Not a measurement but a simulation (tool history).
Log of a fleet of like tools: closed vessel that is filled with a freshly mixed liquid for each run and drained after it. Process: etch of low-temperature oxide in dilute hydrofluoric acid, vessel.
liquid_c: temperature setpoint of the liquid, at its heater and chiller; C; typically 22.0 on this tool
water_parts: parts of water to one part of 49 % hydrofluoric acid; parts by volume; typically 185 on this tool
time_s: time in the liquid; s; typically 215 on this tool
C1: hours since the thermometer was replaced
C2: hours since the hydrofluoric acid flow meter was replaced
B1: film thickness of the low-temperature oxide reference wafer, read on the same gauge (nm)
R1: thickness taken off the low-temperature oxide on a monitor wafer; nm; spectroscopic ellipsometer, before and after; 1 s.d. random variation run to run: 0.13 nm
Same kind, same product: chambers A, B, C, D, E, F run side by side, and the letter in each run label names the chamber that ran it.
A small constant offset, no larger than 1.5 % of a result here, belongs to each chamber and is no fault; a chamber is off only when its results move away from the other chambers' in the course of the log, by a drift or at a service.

run 1D hour=6.2 | liquid_c=22.0 water_parts=185 time_s=215 | C1=317.0 C2=629.1 | B1=110.02 | R1=18.8290
run 2B hour=12.6 | liquid_c=22.0 water_parts=185 time_s=215 | C1=554.8 C2=868.0 | B1=110.04 | R1=18.5180
run 3E hour=19.8 | liquid_c=22.0 water_parts=185 time_s=215 | C1=269.8 C2=1501.5 | B1=110.00 | R1=18.5360
run 4C hour=26.0 | liquid_c=22.0 water_parts=185 time_s=215 | C1=973.9 C2=1010.4 | B1=110.04 | R1=18.7490
run 5A hour=32.6 | liquid_c=22.0 water_parts=130 time_s=290 | C1=471.7 C2=76.5 | B1=109.98 | R1=37.6270
run 6F hour=37.4 | liquid_c=22.0 water_parts=130 time_s=290 | C1=377.7 C2=158.6 | B1=110.01 | R1=38.8060
run 7F hour=45.3 | liquid_c=22.0 water_parts=130 time_s=290 | C1=385.6 C2=166.5 | B1=109.98 | R1=38.4990
run 8C hour=50.2 | liquid_c=22.0 water_parts=130 time_s=290 | C1=998.1 C2=1034.6 | B1=109.95 | R1=38.0800
run 9D hour=54.7 | liquid_c=22.0 water_parts=130 time_s=290 | C1=365.5 C2=677.6 | B1=109.97 | R1=37.8110
run 10E hour=62.1 | liquid_c=22.0 water_parts=130 time_s=290 | C1=312.1 C2=1543.8 | B1=110.02 | R1=38.1390
run 11A hour=67.6 | liquid_c=22.0 water_parts=185 time_s=215 | C1=506.7 C2=111.5 | B1=110.01 | R1=18.9960
run 12B hour=72.7 | liquid_c=22.0 water_parts=185 time_s=215 | C1=614.9 C2=928.1 | B1=109.99 | R1=18.6860
run 13A hour=80.4 | liquid_c=22.0 water_parts=185 time_s=215 | C1=519.5 C2=124.3 | B1=109.98 | R1=19.0560
run 14B hour=87.1 | liquid_c=22.0 water_parts=185 time_s=215 | C1=629.3 C2=942.5 | B1=109.98 | R1=18.9190
run 15C hour=93.4 | liquid_c=22.0 water_parts=185 time_s=215 | C1=1041.3 C2=1077.8 | B1=110.01 | R1=18.6240
run 16F hour=101.4 | liquid_c=22.0 water_parts=185 time_s=215 | C1=441.7 C2=222.6 | B1=109.99 | R1=19.0990
run 17E hour=105.6 | liquid_c=22.0 water_parts=185 time_s=215 | C1=355.6 C2=1587.3 | B1=109.99 | R1=18.6590
run 18D hour=112.9 | liquid_c=22.0 water_parts=185 time_s=215 | C1=423.7 C2=735.8 | B1=109.96 | R1=18.5160
run 19B hour=117.5 | liquid_c=22.0 water_parts=185 time_s=215 | C1=659.7 C2=972.9 | B1=110.03 | R1=18.8480
run 20E hour=122.4 | liquid_c=22.0 water_parts=185 time_s=215 | C1=372.4 C2=1604.1 | B1=110.02 | R1=18.8130
run 21F hour=130.6 | liquid_c=22.0 water_parts=185 time_s=215 | C1=470.9 C2=251.8 | B1=109.96 | R1=18.7910
run 22D hour=137.7 | liquid_c=22.0 water_parts=185 time_s=215 | C1=448.5 C2=760.6 | B1=109.96 | R1=18.3850
run 23A hour=145.2 | liquid_c=22.0 water_parts=185 time_s=215 | C1=584.3 C2=189.1 | B1=110.01 | R1=19.3720
run 24C hour=153.9 | liquid_c=22.0 water_parts=185 time_s=215 | C1=1101.8 C2=1138.3 | B1=110.03 | R1=18.9340
run 25E hour=159.8 | liquid_c=22.0 water_parts=185 time_s=215 | C1=409.8 C2=1641.5 | B1=109.97 | R1=18.6030
run 26D hour=164.4 | liquid_c=22.0 water_parts=185 time_s=215 | C1=475.2 C2=787.3 | B1=110.00 | R1=18.5170
run 27F hour=170.2 | liquid_c=22.0 water_parts=185 time_s=215 | C1=510.5 C2=291.4 | B1=109.95 | R1=18.8840
-- hour=173.7 chamber C: thermometer replaced
run 28B hour=175.5 | liquid_c=22.0 water_parts=185 time_s=215 | C1=717.7 C2=1030.9 | B1=109.97 | R1=18.6870
run 29C hour=181.0 | liquid_c=22.0 water_parts=185 time_s=215 | C1=7.4 C2=1165.4 | B1=110.02 | R1=18.5800
run 30A hour=189.3 | liquid_c=22.0 water_parts=185 time_s=215 | C1=628.4 C2=233.2 | B1=110.03 | R1=20.1150
run 31A hour=197.2 | liquid_c=22.0 water_parts=185 time_s=215 | C1=636.3 C2=241.1 | B1=110.01 | R1=19.9180
run 32D hour=204.1 | liquid_c=25.0 water_parts=185 time_s=100 | C1=514.9 C2=827.0 | B1=110.00 | R1=9.6526
run 33B hour=211.3 | liquid_c=25.0 water_parts=185 time_s=100 | C1=753.5 C2=1066.7 | B1=110.00 | R1=9.6698
run 34E hour=218.4 | liquid_c=25.0 water_parts=185 time_s=100 | C1=468.4 C2=1700.1 | B1=109.95 | R1=9.7953
run 35F hour=225.4 | liquid_c=25.0 water_parts=185 time_s=100 | C1=565.7 C2=346.6 | B1=109.99 | R1=9.8991
run 36C hour=230.0 | liquid_c=25.0 water_parts=185 time_s=100 | C1=56.4 C2=1214.4 | B1=110.00 | R1=9.7074
run 37A hour=236.3 | liquid_c=25.0 water_parts=185 time_s=100 | C1=675.4 C2=280.2 | B1=109.96 | R1=10.4830
run 38B hour=242.6 | liquid_c=22.0 water_parts=185 time_s=215 | C1=784.8 C2=1098.0 | B1=109.99 | R1=18.8210
run 39D hour=251.7 | liquid_c=22.0 water_parts=185 time_s=215 | C1=562.5 C2=874.6 | B1=110.00 | R1=18.5330
run 40F hour=260.6 | liquid_c=22.0 water_parts=185 time_s=260 | C1=600.9 C2=381.8 | B1=110.04 | R1=22.7830

Each of the 6 chambers runs these same settings next. Fill in every chamber's results:
run 41A hour=267.4 | liquid_c=26.5 water_parts=185 time_s=215 | R1=?
run 41B hour=267.4 | liquid_c=26.5 water_parts=185 time_s=215 | R1=?
run 41C hour=267.4 | liquid_c=26.5 water_parts=185 time_s=215 | R1=?
run 41D hour=267.4 | liquid_c=26.5 water_parts=185 time_s=215 | R1=?
run 41E hour=267.4 | liquid_c=26.5 water_parts=185 time_s=215 | R1=?
run 41F hour=267.4 | liquid_c=26.5 water_parts=185 time_s=215 | R1=?

run=41A R1=24.3620
run=41B R1=22.1010
run=41C R1=21.7880
run=41D R1=22.0740
run=41E R1=22.0440
run=41F R1=22.0970
